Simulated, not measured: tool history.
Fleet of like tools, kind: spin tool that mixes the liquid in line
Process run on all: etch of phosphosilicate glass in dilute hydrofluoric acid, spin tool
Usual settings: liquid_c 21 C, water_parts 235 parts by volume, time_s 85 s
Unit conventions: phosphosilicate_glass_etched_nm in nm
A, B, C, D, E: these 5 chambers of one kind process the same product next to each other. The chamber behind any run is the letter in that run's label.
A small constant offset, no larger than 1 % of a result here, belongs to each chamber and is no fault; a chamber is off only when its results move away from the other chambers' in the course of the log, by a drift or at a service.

run,hour,liquid_c,water_parts,time_s,"read-back film thickness of the phosphosilicate glass reference wafer, read on the same gauge (nm)",phosphosilicate_glass_etched_nm
1B,14.1,21,235,85,109.98,32.443
2C,25,21,235,85,109.97,31.832
3A,33.8,21,235,85,109.98,32.33
4D,46.8,21,235,85,109.98,32.763
5E,57.1,21,235,85,110.01,32.483
6A,69.2,21,235,85,110.02,32.226
7E,77.8,21,235,85,109.98,32.654
8D,87,21,235,85,110.01,32.54
9B,94.3,21,235,85,110.01,32.604
10C,103.7,21,235,85,110,32.098
11B,117.3,21,150,105,109.98,69.008
12A,130.7,21,150,105,110,69.307
13E,137.1,21,150,105,110,67.001
14D,144,21,150,105,109.99,67.999
15C,153.7,21,150,105,109.98,68.812
16B,165.1,21,235,85,110.03,32.534
17D,176.7,21,235,85,109.99,32.575
18E,184,21,235,85,110.01,32.539
19C,191.2,25,235,40,110.01,17.592
20A,200.8,25,235,40,110,17.764
21E,212.9,25,235,40,109.98,17.459
22A,221,25,235,40,109.98,17.604
23D,227.6,25,235,40,109.99,17.676
24B,238.6,21,235,85,110.03,32.885
25C,250.2,21,235,85,110,32.261
26B,259.2,21,235,85,109.98,32.863
27D,273.2,18.5,235,55,110,18.969
28E,286.7,18.5,235,55,109.98,19.023
29C,300.4,18.5,235,55,110.01,18.99
30A,307.6,18.5,235,55,109.99,19.109
31E,320.2,18.5,235,55,109.99,18.957
32A,330.4,24,235,125,110,53.345
33C,339.8,24,235,125,110.01,52.959
34D,348.5,24,235,125,110.03,53.24
# hour 350.2: chamber C: thermometer replaced
35B,357.8,24,235,125,109.97,53.131
36D,370.6,24,235,125,109.98,53.222
37C,376.9,21,235,85,110,32.111
38A,386.9,21,235,85,110,32.25
39B,398.4,21,235,85,110.01,32.304
40E,408.3,21,235,85,110.01,32.141
41A,415.3,21,235,85,109.96,32.557
42D,425.5,21,235,85,110,32.672

Each of the 5 chambers runs these same settings next. Fill in every chamber's results:
43A,435.7,21,235,60,,?
43B,435.7,21,235,60,,?
43C,435.7,21,235,60,,?
43D,435.7,21,235,60,,?
43E,435.7,21,235,60,,?

run,phosphosilicate_glass_etched_nm
43A,22.606
43B,22.702
43C,22.882
43D,22.946
43E,22.723

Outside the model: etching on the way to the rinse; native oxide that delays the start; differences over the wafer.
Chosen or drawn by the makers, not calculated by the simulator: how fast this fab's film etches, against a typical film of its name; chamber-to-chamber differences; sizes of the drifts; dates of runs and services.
